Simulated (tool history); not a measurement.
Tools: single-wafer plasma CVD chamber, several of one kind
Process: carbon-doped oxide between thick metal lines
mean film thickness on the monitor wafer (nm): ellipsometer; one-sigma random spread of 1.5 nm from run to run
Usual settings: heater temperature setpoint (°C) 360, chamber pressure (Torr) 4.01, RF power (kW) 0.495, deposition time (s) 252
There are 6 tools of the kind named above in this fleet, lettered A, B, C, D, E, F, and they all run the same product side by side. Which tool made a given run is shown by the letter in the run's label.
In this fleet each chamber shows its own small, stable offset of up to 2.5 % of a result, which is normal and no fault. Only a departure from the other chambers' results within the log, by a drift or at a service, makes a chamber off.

| run | day | heater temperature setpoint (°C) | chamber pressure (Torr) | RF power (kW) | deposition time (s) | read-back reference wafer on the same gauge, thickness_nm | mean film thickness on the monitor wafer (nm) |
|---|---|---|---|---|---|---|---|
|  | 0.242 | chamber B: RF generator calibrated |
| 1F | 0.271 | 360 | 4.01 | 0.495 | 252 | 1380 | 1185.9 |
| 2C | 0.529 | 360 | 4.01 | 0.495 | 252 | 1379.3 | 1215.2 |
| 3B | 0.679 | 360 | 4.01 | 0.495 | 252 | 1379.4 | 1205 |
| 4A | 0.938 | 360 | 4.01 | 0.495 | 252 | 1378.9 | 1196.7 |
| 5D | 1.079 | 360 | 4.01 | 0.495 | 252 | 1378.6 | 1188.6 |
| 6E | 1.204 | 360 | 4.01 | 0.495 | 252 | 1379 | 1198.4 |
| 7B | 1.321 | 360 | 4.01 | 0.495 | 252 | 1378.8 | 1205.7 |
| 8A | 1.458 | 360 | 4.01 | 0.495 | 252 | 1378.9 | 1195.3 |
| 9D | 1.671 | 360 | 4.01 | 0.495 | 272 | 1378.7 | 1279.6 |
| 10F | 1.842 | 360 | 4.01 | 0.495 | 272 | 1378.3 | 1280.3 |
| 11C | 2.046 | 360 | 4.01 | 0.495 | 272 | 1377.5 | 1307.4 |
| 12E | 2.192 | 360 | 4.01 | 0.495 | 272 | 1378 | 1291.7 |
| 13E | 2.438 | 360 | 4.01 | 0.495 | 272 | 1377.3 | 1293.5 |
| 14F | 2.7 | 360 | 4.01 | 0.495 | 272 | 1377.8 | 1278.8 |
| 15C | 2.854 | 360 | 4.01 | 0.495 | 252 | 1376.8 | 1210.5 |
| 16A | 2.988 | 360 | 4.01 | 0.495 | 252 | 1377.4 | 1190.2 |
| 17B | 3.246 | 360 | 4.01 | 0.495 | 252 | 1376.9 | 1201 |
| 18D | 3.425 | 360 | 4.01 | 0.495 | 252 | 1376.8 | 1182.8 |
| 19F | 3.617 | 360 | 4.01 | 0.495 | 252 | 1376.1 | 1181.9 |
| 20E | 3.808 | 360 | 4.01 | 0.495 | 252 | 1376.4 | 1194.6 |
| 21D | 3.979 | 360 | 4.01 | 0.495 | 252 | 1376.2 | 1183.4 |
| 22A | 4.204 | 360 | 4.01 | 0.455 | 252 | 1376.4 | 1131.7 |
| 23B | 4.321 | 360 | 4.01 | 0.455 | 252 | 1375.6 | 1138.6 |
| 24C | 4.488 | 360 | 4.01 | 0.455 | 252 | 1375.3 | 1148.1 |
| 25E | 4.729 | 360 | 4.01 | 0.455 | 252 | 1375.2 | 1134.2 |
| 26B | 4.992 | 360 | 4.01 | 0.455 | 252 | 1375.4 | 1140.1 |
| 27A | 5.208 | 360 | 4.01 | 0.455 | 252 | 1374.9 | 1129.9 |
| 28D | 5.379 | 360 | 4.01 | 0.495 | 252 | 1374.3 | 1182 |
| 29F | 5.6 | 360 | 4.01 | 0.495 | 252 | 1374 | 1178.6 |
| 30C | 5.733 | 360 | 4.01 | 0.495 | 252 | 1374.3 | 1209.1 |
| 31E | 5.9 | 360 | 4.01 | 0.495 | 252 | 1373.7 | 1195.3 |
| 32A | 6.117 | 360 | 4.01 | 0.495 | 252 | 1373.6 | 1191.7 |
| 33F | 6.271 | 360 | 4.01 | 0.495 | 252 | 1373.2 | 1182.1 |
| 34D | 6.454 | 360 | 4.01 | 0.495 | 252 | 1373.6 | 1180.4 |
| 35B | 6.675 | 360 | 4.01 | 0.495 | 252 | 1373 | 1197.6 |
| 36C | 6.821 | 360 | 4.01 | 0.495 | 252 | 1373.3 | 1208.4 |
| 37C | 6.979 | 360 | 4.01 | 0.495 | 252 | 1373 | 1207.1 |

Is one chamber off against the others, does the gauge drift, or is nothing wrong? If a chamber is off, say which, and what the likeliest cause is.

The gauge drifts, so all chambers seem to drift together. No chamber is off.
Most likely cause: gauge reads low (%) = 0.513.
